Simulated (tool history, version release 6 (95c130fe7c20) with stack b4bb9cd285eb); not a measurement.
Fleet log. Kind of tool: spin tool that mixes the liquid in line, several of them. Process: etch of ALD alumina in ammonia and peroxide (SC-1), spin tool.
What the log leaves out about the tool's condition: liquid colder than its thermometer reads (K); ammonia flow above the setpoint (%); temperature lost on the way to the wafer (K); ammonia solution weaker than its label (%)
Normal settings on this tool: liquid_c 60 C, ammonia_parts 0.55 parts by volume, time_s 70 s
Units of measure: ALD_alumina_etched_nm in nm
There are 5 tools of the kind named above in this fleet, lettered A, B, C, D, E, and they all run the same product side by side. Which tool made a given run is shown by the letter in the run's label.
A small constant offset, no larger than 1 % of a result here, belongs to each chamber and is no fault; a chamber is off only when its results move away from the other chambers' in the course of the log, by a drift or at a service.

run	hour	liquid_c	ammonia_parts	time_s	hours since the thermometer was replaced	hours since the ammonia flow meter was replaced	hours since the heated supply line was repaired	hours since the drum of ammonia solution was connected	read-back film thickness of the ALD alumina reference wafer, read on the same gauge (nm)	ALD_alumina_etched_nm
1A	10.2	60	0.55	70	1557.9	1127.9	1157.8	482.2	129.99	4.7908
# hour 17.4: chamber E: new drum of ammonia solution connected
2C	21.7	60	0.55	70	209.0	327.4	1814.6	717.8	129.99	4.8630
3E	29.6	60	0.55	70	1265.9	380.0	967.3	12.2	130.01	4.8759
4D	39.5	60	0.55	70	676.8	583.0	2257.6	108.7	129.98	4.8311
5B	46.8	64	0.55	70	994.8	1597.9	809.0	143.8	130.01	6.0327
6E	54.5	64	0.55	70	1290.8	404.9	992.2	37.1	130.02	6.0761
7A	62.2	64	0.55	70	1609.9	1179.9	1209.8	534.2	130.01	5.9577
8D	72.2	64	0.55	70	709.5	615.7	2290.3	141.4	130.02	5.9124
9C	78.7	64	0.55	70	266.0	384.4	1871.6	774.8	130.00	6.0068
10B	88.2	60	0.55	70	1036.2	1639.3	850.4	185.2	129.99	4.7634
# hour 94.5: chamber C: new drum of ammonia solution connected
11B	97.8	56	0.55	70	1045.8	1648.9	860.0	194.8	130.01	3.9181
12A	107.5	56	0.55	70	1655.2	1225.2	1255.1	579.5	130.00	3.9720
13C	116.7	56	0.55	70	304.0	422.4	1909.6	22.3	130.00	3.9691
14E	127.1	56	0.55	70	1363.4	477.5	1064.8	109.7	130.00	4.0222
# hour 137.7: chamber E: ammonia flow meter replaced
15D	138.1	56	0.55	70	775.4	681.6	2356.2	207.3	130.00	3.9187
16C	149.3	60	0.55	70	336.6	455.0	1942.2	54.9	130.00	4.9384
17B	159.6	60	0.55	70	1107.6	1710.7	921.8	256.6	130.00	4.7701
18E	166.4	60	0.55	70	1402.7	28.7	1104.1	149.0	130.00	4.8671
19A	176.9	51	0.55	95	1724.6	1294.6	1324.5	648.9	130.02	4.0690
20D	182.3	51	0.55	95	819.6	725.8	2400.4	251.5	130.02	4.1402
21E	193.4	51	0.55	95	1429.7	55.7	1131.1	176.0	130.01	4.2152
22A	200.8	51	0.55	95	1748.5	1318.5	1348.4	672.8	129.99	4.0297
23B	212.1	51	0.55	95	1160.1	1763.2	974.3	309.1	129.99	3.7984
24D	223.2	60	0.55	70	860.5	766.7	2441.3	292.4	129.97	4.8215
# hour 231.3: chamber A: new drum of ammonia solution connected
25C	234.0	60	0.55	70	421.3	539.7	2026.9	139.6	130.01	4.9354
26B	242.0	60	0.55	70	1190.0	1793.1	1004.2	339.0	129.98	4.6381
27C	253.5	60	0.55	70	440.8	559.2	2046.4	159.1	130.03	4.8812
28A	263.7	60	0.55	70	1811.4	1381.4	1411.3	32.4	129.96	4.9506
29E	271.5	60	0.55	70	1507.8	133.8	1209.2	254.1	130.01	5.0006
30D	277.2	60	0.55	70	914.5	820.7	2495.3	346.4	130.03	4.7879
31A	282.7	60	0.55	105	1830.4	1400.4	1430.3	51.4	129.97	7.4392
32E	289.7	60	0.55	105	1526.0	152.0	1227.4	272.3	129.99	7.3851
33B	299.9	60	0.55	105	1247.9	1851.0	1062.1	396.9	130.01	6.7162
# hour 307.2: chamber C: thermometer replaced
34D	308.5	60	0.55	105	945.8	852.0	2526.6	377.7	129.98	7.2500
35C	316.2	60	0.55	105	9.1	621.9	2109.1	221.8	130.00	7.3638
36D	321.9	60	0.55	70	959.2	865.4	2540.0	391.1	130.01	4.8967
37E	328.1	60	0.55	70	1564.4	190.4	1265.8	310.7	130.00	4.9665

What goes on in this fleet: one chamber off, a drifting gauge, or nothing beyond the chambers' own small offsets? Name the chamber and the cause, if any.

Chamber B drifts away from the others.
Cause: liquid colder than its thermometer reads (K) = 2.05.
It could be hard to tell apart here from: temperature lost on the way to the wafer (K).

Which of the 4 candidates below, each the usual settings with something changed and its results left as question marks, puts chamber B back in line with what the other chambers give on the usual settings?
A result is in line if it is within this distance of the other chambers' mean on the usual settings: ALD_alumina_etched_nm 0.1600 nm
38B-1	336.8	59.5	0.55	65						?
38B-2	336.8	60.5	0.55	75						?
38B-3	336.8	60.0	0.55	85						?
38B-4	336.8	56.0	0.55	70						?

Mean of the other chambers on the usual settings: ALD_alumina_etched_nm 4.8977 nm
run	ALD_alumina_etched_nm
38B-1	3.9611
38B-2	4.8173
38B-3	5.3168
38B-4	3.5392
38B-2 is the one that brings the chamber's results back in line with the other chambers.

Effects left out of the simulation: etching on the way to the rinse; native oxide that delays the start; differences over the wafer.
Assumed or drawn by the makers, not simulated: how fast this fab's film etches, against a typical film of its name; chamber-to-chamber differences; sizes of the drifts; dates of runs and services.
